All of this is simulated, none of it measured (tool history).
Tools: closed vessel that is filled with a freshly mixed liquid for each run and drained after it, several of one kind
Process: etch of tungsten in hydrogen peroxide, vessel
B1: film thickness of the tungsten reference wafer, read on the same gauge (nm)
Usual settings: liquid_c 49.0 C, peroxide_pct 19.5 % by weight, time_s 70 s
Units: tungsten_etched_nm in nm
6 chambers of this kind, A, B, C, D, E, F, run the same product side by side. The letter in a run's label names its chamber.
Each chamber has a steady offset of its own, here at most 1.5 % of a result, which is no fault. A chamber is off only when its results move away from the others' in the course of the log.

{"run": "1F", "day": 0.3, "liquid_c": 49.0, "peroxide_pct": 19.5, "time_s": 70, "B1": 90.043, "tungsten_etched_nm": 53.64}
{"run": "2B", "day": 0.525, "liquid_c": 49.0, "peroxide_pct": 19.5, "time_s": 70, "B1": 89.997, "tungsten_etched_nm": 54.092}
{"day": 0.671, "done": "chamber B: new drum of peroxide connected"}
{"run": "3E", "day": 0.733, "liquid_c": 49.0, "peroxide_pct": 19.5, "time_s": 70, "B1": 90.025, "tungsten_etched_nm": 55.535}
{"run": "4D", "day": 1.021, "liquid_c": 49.0, "peroxide_pct": 19.5, "time_s": 70, "B1": 89.967, "tungsten_etched_nm": 54.284}
{"run": "5C", "day": 1.283, "liquid_c": 49.0, "peroxide_pct": 19.5, "time_s": 70, "B1": 90.007, "tungsten_etched_nm": 55.168}
{"run": "6A", "day": 1.567, "liquid_c": 49.0, "peroxide_pct": 19.5, "time_s": 70, "B1": 90.018, "tungsten_etched_nm": 54.686}
{"run": "7C", "day": 2.008, "liquid_c": 49.0, "peroxide_pct": 19.5, "time_s": 70, "B1": 89.985, "tungsten_etched_nm": 54.565}
{"run": "8F", "day": 2.392, "liquid_c": 49.0, "peroxide_pct": 19.5, "time_s": 70, "B1": 90.002, "tungsten_etched_nm": 54.87}
{"run": "9B", "day": 2.792, "liquid_c": 49.0, "peroxide_pct": 19.5, "time_s": 70, "B1": 90.015, "tungsten_etched_nm": 54.076}
{"day": 2.908, "done": "chamber E: peroxide flow meter replaced"}
{"run": "10A", "day": 3.258, "liquid_c": 49.0, "peroxide_pct": 19.5, "time_s": 70, "B1": 89.946, "tungsten_etched_nm": 55.759}
{"run": "11E", "day": 3.625, "liquid_c": 39.5, "peroxide_pct": 19.5, "time_s": 70, "B1": 89.981, "tungsten_etched_nm": 30.095}
{"run": "12D", "day": 3.858, "liquid_c": 39.5, "peroxide_pct": 19.5, "time_s": 70, "B1": 90.025, "tungsten_etched_nm": 30.156}
{"run": "13D", "day": 4.225, "liquid_c": 39.5, "peroxide_pct": 19.5, "time_s": 70, "B1": 90.038, "tungsten_etched_nm": 30.304}
{"run": "14C", "day": 4.646, "liquid_c": 39.5, "peroxide_pct": 19.5, "time_s": 70, "B1": 90.026, "tungsten_etched_nm": 29.742}
{"run": "15E", "day": 4.879, "liquid_c": 39.5, "peroxide_pct": 19.5, "time_s": 70, "B1": 89.96, "tungsten_etched_nm": 29.441}
{"run": "16B", "day": 5.283, "liquid_c": 39.5, "peroxide_pct": 19.5, "time_s": 70, "B1": 89.982, "tungsten_etched_nm": 29.374}
{"day": 5.475, "done": "chamber A: peroxide flow meter replaced"}
{"run": "17F", "day": 5.6, "liquid_c": 49.0, "peroxide_pct": 19.5, "time_s": 70, "B1": 90.004, "tungsten_etched_nm": 53.906}
{"run": "18A", "day": 5.821, "liquid_c": 49.0, "peroxide_pct": 19.5, "time_s": 70, "B1": 90.03, "tungsten_etched_nm": 54.956}
{"run": "19A", "day": 6.033, "liquid_c": 49.0, "peroxide_pct": 19.5, "time_s": 70, "B1": 90.01, "tungsten_etched_nm": 55.172}
{"run": "20F", "day": 6.512, "liquid_c": 49.0, "peroxide_pct": 19.5, "time_s": 70, "B1": 89.982, "tungsten_etched_nm": 54.26}
{"run": "21B", "day": 6.833, "liquid_c": 49.0, "peroxide_pct": 19.5, "time_s": 70, "B1": 89.999, "tungsten_etched_nm": 54.004}
{"run": "22E", "day": 7.083, "liquid_c": 49.0, "peroxide_pct": 19.5, "time_s": 70, "B1": 90.022, "tungsten_etched_nm": 52.557}
{"run": "23C", "day": 7.492, "liquid_c": 49.0, "peroxide_pct": 19.5, "time_s": 70, "B1": 89.982, "tungsten_etched_nm": 54.417}
{"run": "24D", "day": 7.854, "liquid_c": 49.0, "peroxide_pct": 19.5, "time_s": 70, "B1": 89.981, "tungsten_etched_nm": 54.489}
{"run": "25D", "day": 8.283, "liquid_c": 40.5, "peroxide_pct": 19.5, "time_s": 70, "B1": 90.024, "tungsten_etched_nm": 32.409}
{"run": "26B", "day": 8.529, "liquid_c": 40.5, "peroxide_pct": 19.5, "time_s": 70, "B1": 90.0, "tungsten_etched_nm": 31.555}
{"run": "27F", "day": 8.871, "liquid_c": 40.5, "peroxide_pct": 19.5, "time_s": 70, "B1": 89.99, "tungsten_etched_nm": 31.46}
{"run": "28C", "day": 9.35, "liquid_c": 40.5, "peroxide_pct": 19.5, "time_s": 70, "B1": 89.98, "tungsten_etched_nm": 31.947}
{"run": "29A", "day": 9.617, "liquid_c": 40.5, "peroxide_pct": 19.5, "time_s": 70, "B1": 89.979, "tungsten_etched_nm": 31.485}
{"run": "30E", "day": 10.079, "liquid_c": 40.5, "peroxide_pct": 19.5, "time_s": 70, "B1": 90.035, "tungsten_etched_nm": 30.442}
{"run": "31B", "day": 10.458, "liquid_c": 49.0, "peroxide_pct": 19.5, "time_s": 70, "B1": 90.0, "tungsten_etched_nm": 54.743}
{"run": "32F", "day": 10.762, "liquid_c": 49.0, "peroxide_pct": 19.5, "time_s": 70, "B1": 89.986, "tungsten_etched_nm": 53.98}
{"run": "33A", "day": 11.004, "liquid_c": 49.0, "peroxide_pct": 19.5, "time_s": 70, "B1": 89.995, "tungsten_etched_nm": 54.724}
{"run": "34C", "day": 11.454, "liquid_c": 49.0, "peroxide_pct": 17.0, "time_s": 70, "B1": 90.016, "tungsten_etched_nm": 50.545}
{"day": 11.575, "done": "chamber D: new drum of peroxide connected"}
{"run": "35E", "day": 11.738, "liquid_c": 49.0, "peroxide_pct": 17.0, "time_s": 70, "B1": 90.01, "tungsten_etched_nm": 47.151}
{"run": "36D", "day": 12.175, "liquid_c": 49.0, "peroxide_pct": 17.0, "time_s": 70, "B1": 90.015, "tungsten_etched_nm": 51.47}
{"run": "37C", "day": 12.612, "liquid_c": 49.0, "peroxide_pct": 17.0, "time_s": 70, "B1": 90.04, "tungsten_etched_nm": 51.064}
{"run": "38A", "day": 13.075, "liquid_c": 49.0, "peroxide_pct": 17.0, "time_s": 70, "B1": 90.037, "tungsten_etched_nm": 51.324}
{"run": "39D", "day": 13.55, "liquid_c": 49.0, "peroxide_pct": 17.0, "time_s": 70, "B1": 90.009, "tungsten_etched_nm": 51.186}
{"day": 13.738, "done": "chamber F: new drum of peroxide connected"}
{"run": "40E", "day": 13.938, "liquid_c": 49.0, "peroxide_pct": 19.5, "time_s": 70, "B1": 90.02, "tungsten_etched_nm": 50.155}
{"run": "41F", "day": 14.233, "liquid_c": 49.0, "peroxide_pct": 19.5, "time_s": 70, "B1": 90.003, "tungsten_etched_nm": 54.643}
{"run": "42B", "day": 14.525, "liquid_c": 55.5, "peroxide_pct": 16.5, "time_s": 70, "B1": 90.004, "tungsten_etched_nm": 73.979}
{"run": "43E", "day": 14.825, "liquid_c": 55.5, "peroxide_pct": 16.5, "time_s": 70, "B1": 90.008, "tungsten_etched_nm": 67.691}
{"run": "44B", "day": 15.188, "liquid_c": 55.5, "peroxide_pct": 16.5, "time_s": 70, "B1": 90.022, "tungsten_etched_nm": 74.636}

All 6 chambers run these settings next. Forecast each chamber's results:
{"run": "45A", "day": 15.529, "liquid_c": 49.0, "peroxide_pct": 19.5, "time_s": 70, "tungsten_etched_nm": "?"}
{"run": "45B", "day": 15.529, "liquid_c": 49.0, "peroxide_pct": 19.5, "time_s": 70, "tungsten_etched_nm": "?"}
{"run": "45C", "day": 15.529, "liquid_c": 49.0, "peroxide_pct": 19.5, "time_s": 70, "tungsten_etched_nm": "?"}
{"run": "45D", "day": 15.529, "liquid_c": 49.0, "peroxide_pct": 19.5, "time_s": 70, "tungsten_etched_nm": "?"}
{"run": "45E", "day": 15.529, "liquid_c": 49.0, "peroxide_pct": 19.5, "time_s": 70, "tungsten_etched_nm": "?"}
{"run": "45F", "day": 15.529, "liquid_c": 49.0, "peroxide_pct": 19.5, "time_s": 70, "tungsten_etched_nm": "?"}

run=45A tungsten_etched_nm=54.160
run=45B tungsten_etched_nm=54.054
run=45C tungsten_etched_nm=54.692
run=45D tungsten_etched_nm=54.887
run=45E tungsten_etched_nm=49.839
run=45F tungsten_etched_nm=55.310
